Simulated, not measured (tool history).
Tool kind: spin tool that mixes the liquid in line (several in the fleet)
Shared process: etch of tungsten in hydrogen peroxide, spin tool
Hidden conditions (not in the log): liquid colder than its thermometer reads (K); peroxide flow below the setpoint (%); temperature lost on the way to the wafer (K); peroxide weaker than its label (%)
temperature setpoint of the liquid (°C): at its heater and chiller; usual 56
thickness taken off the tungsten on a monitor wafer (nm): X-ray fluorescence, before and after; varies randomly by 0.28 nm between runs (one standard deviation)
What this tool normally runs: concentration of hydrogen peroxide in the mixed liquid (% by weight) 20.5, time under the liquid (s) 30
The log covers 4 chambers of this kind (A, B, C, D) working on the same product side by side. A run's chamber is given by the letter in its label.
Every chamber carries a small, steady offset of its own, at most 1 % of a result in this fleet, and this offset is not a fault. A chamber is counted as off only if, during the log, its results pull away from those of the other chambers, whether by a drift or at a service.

run   hour  temperature setpoint of the liquid (°C)  concentration of hydrogen peroxide in the mixed liquid (% by weight)  time under the liquid (s)  hours since the thermometer was replaced  hours since the peroxide flow meter was replaced  hours since the heated supply line was repaired  hours since the drum of peroxide was connected  read-back film thickness of the tungsten reference wafer, read on the same gauge (nm)  thickness taken off the tungsten on a monitor wafer (nm)
 1A    4.4                                       56                                                                  20.5                         30                                     141.1                                            1387.8                                            166.1                                           707.3                                                                                 89.986                                                    69.495
       5.4  -- chamber B: peroxide flow meter replaced
 2D   10.7                                       56                                                                  20.5                         30                                     512.7                                             173.3                                           1152.5                                            35.1                                                                                 89.989                                                     69.22
 3C   18.1                                       56                                                                  20.5                         30                                      1049                                              1591                                           1079.8                                           310.5                                                                                 89.968                                                    69.779
 4B   23.7                                       56                                                                  20.5                         30                                     386.1                                              18.3                                            498.9                                           735.4                                                                                 90.016                                                      69.3
 5C   28.2                                       56                                                                  20.5                         30                                    1059.1                                            1601.1                                           1089.9                                           320.6                                                                                 90.001                                                        70
 6D   35.2                                       56                                                                  20.5                         30                                     537.2                                             197.8                                             1177                                            59.6                                                                                 89.995                                                     69.33
 7B   39.7                                       56                                                                  20.5                         30                                     402.1                                              34.3                                            514.9                                           751.4                                                                                 90.008                                                    69.662
 8A     44                                       56                                                                  20.5                         30                                     180.7                                            1427.4                                            205.7                                           746.9                                                                                 89.972                                                    69.615
 9D   51.8                                       56                                                                  20.5                         30                                     553.8                                             214.4                                           1193.6                                            76.2                                                                                     90                                                    69.553
10C   59.7                                       56                                                                  20.5                         30                                    1090.6                                            1632.6                                           1121.4                                           352.1                                                                                 89.997                                                    70.057
11B   65.6                                       56                                                                  20.5                         30                                       428                                              60.2                                            540.8                                           777.3                                                                                 90.017                                                    69.069
12A   70.2                                       56                                                                    23                         30                                     206.9                                            1453.6                                            231.9                                           773.1                                                                                 89.991                                                    73.897
13B   76.7                                       56                                                                    23                         30                                     439.1                                              71.3                                            551.9                                           788.4                                                                                 90.008                                                    73.807
      80.1  -- chamber C: new drum of peroxide connected
14D   82.8                                       56                                                                    23                         30                                     584.8                                             245.4                                           1224.6                                           107.2                                                                                 89.996                                                    73.315
15A   89.5                                       56                                                                    23                         30                                     226.2                                            1472.9                                            251.2                                           792.4                                                                                 90.001                                                    73.057
16C   93.8                                     59.5                                                                  20.5                         15                                    1124.7                                            1666.7                                           1155.5                                            13.8                                                                                 90.007                                                    43.061
17D   98.1                                     59.5                                                                  20.5                         15                                     600.1                                             260.7                                           1239.9                                           122.5                                                                                 89.998                                                    42.686
     102.4  -- chamber C: peroxide flow meter replaced
18A  104.7                                     59.5                                                                  20.5                         15                                     241.4                                            1488.1                                            266.4                                           807.6                                                                                     90                                                    42.421
19B  111.3                                     59.5                                                                  20.5                         15                                     473.7                                             105.9                                            586.5                                             823                                                                                 90.012                                                    42.762
20C  117.2                                       56                                                                  20.5                         30                                    1148.1                                              14.8                                           1178.9                                            37.2                                                                                 90.014                                                    70.101
21D  122.6                                       56                                                                  20.5                         30                                     624.6                                             285.2                                           1264.4                                             147                                                                                 89.984                                                    69.489
22A  129.6                                       56                                                                  20.5                         30                                     266.3                                              1513                                            291.3                                           832.5                                                                                  89.99                                                    68.688
23C    134                                       56                                                                  20.5                         30                                    1164.9                                              31.6                                           1195.7                                              54                                                                                 89.981                                                    70.013
24B  141.8                                       56                                                                  20.5                         30                                     504.2                                             136.4                                              617                                           853.5                                                                                  89.99                                                    69.049
25B  148.6                                       56                                                                  20.5                         30                                       511                                             143.2                                            623.8                                           860.3                                                                                 89.986                                                    68.755
26A  152.2                                       56                                                                  20.5                         30                                     288.9                                            1535.6                                            313.9                                           855.1                                                                                 89.982                                                    68.252
     155.8  -- chamber D: heated supply line repaired
27C  159.8                                       56                                                                  20.5                         30                                    1190.7                                              57.4                                           1221.5                                            79.8                                                                                 89.983                                                    70.502
28D  167.2                                       56                                                                  20.5                         30                                     669.2                                             329.8                                             11.4                                           191.6                                                                                 89.996                                                    69.479
29B  173.4                                       56                                                                  20.5                         30                                     535.8                                               168                                            648.6                                           885.1                                                                                 90.018                                                    69.238
30D  178.2                                       56                                                                  20.5                         30                                     680.2                                             340.8                                             22.4                                           202.6                                                                                 90.008                                                    69.789
31C  186.2                                       56                                                                  20.5                         30                                    1217.1                                              83.8                                           1247.9                                           106.2                                                                                 90.003                                                    70.491
32A  193.3                                       56                                                                  20.5                         30                                       330                                            1576.7                                              355                                           896.2                                                                                 90.022                                                    66.813
33C  200.5                                       56                                                                  20.5                         30                                    1231.4                                              98.1                                           1262.2                                           120.5                                                                                 89.995                                                    69.781
34B  206.1                                       56                                                                  20.5                         30                                     568.5                                             200.7                                            681.3                                           917.8                                                                                 90.029                                                    69.167
35D  211.4                                       56                                                                  20.5                         30                                     713.4                                               374                                             55.6                                           235.8                                                                                 90.024                                                    69.312
36A  217.9                                       56                                                                  16.5                         35                                     354.6                                            1601.3                                            379.6                                           920.8                                                                                 90.001                                                    69.655
37C    222                                       56                                                                  16.5                         35                                    1252.9                                             119.6                                           1283.7                                             142                                                                                 89.992                                                    73.482

One chamber off, gauge drift, or nothing amiss beyond the chambers' own small offsets? If it is a chamber, which one, and what is the likeliest cause?

Chamber A drifts away from the others.
Cause: temperature lost on the way to the wafer (K) = 0.648.
It could be hard to tell apart here from: liquid colder than its thermometer reads (K); peroxide flow below the setpoint (%); peroxide weaker than its label (%).

Which of the 4 candidates below, each the usual settings with something changed and its results left as question marks, puts chamber A back in line with what the other chambers give on the usual settings?
A result is in line if it is within this distance of the other chambers' mean on the usual settings: thickness taken off the tungsten on a monitor wafer (nm) 0.99
38A-1  227.8                                       56                                                                  22.5                         30                                                                                                                                                                                                                                                                                                                                             ?
38A-2  227.8                                       56                                                                    19                         30                                                                                                                                                                                                                                                                                                                                             ?
38A-3  227.8                                       56                                                                    20                         30                                                                                                                                                                                                                                                                                                                                             ?
38A-4  227.8                                       56                                                                    21                         30                                                                                                                                                                                                                                                                                                                                             ?

On the usual settings, the other chambers give on average: thickness taken off the tungsten on a monitor wafer (nm) 69.689
  run  thickness taken off the tungsten on a monitor wafer (nm)
38A-1                                                    69.972
38A-2                                                    64.259
38A-3                                                    65.941
38A-4                                                    67.583
It is 38A-1 that realigns the chamber with its peers.
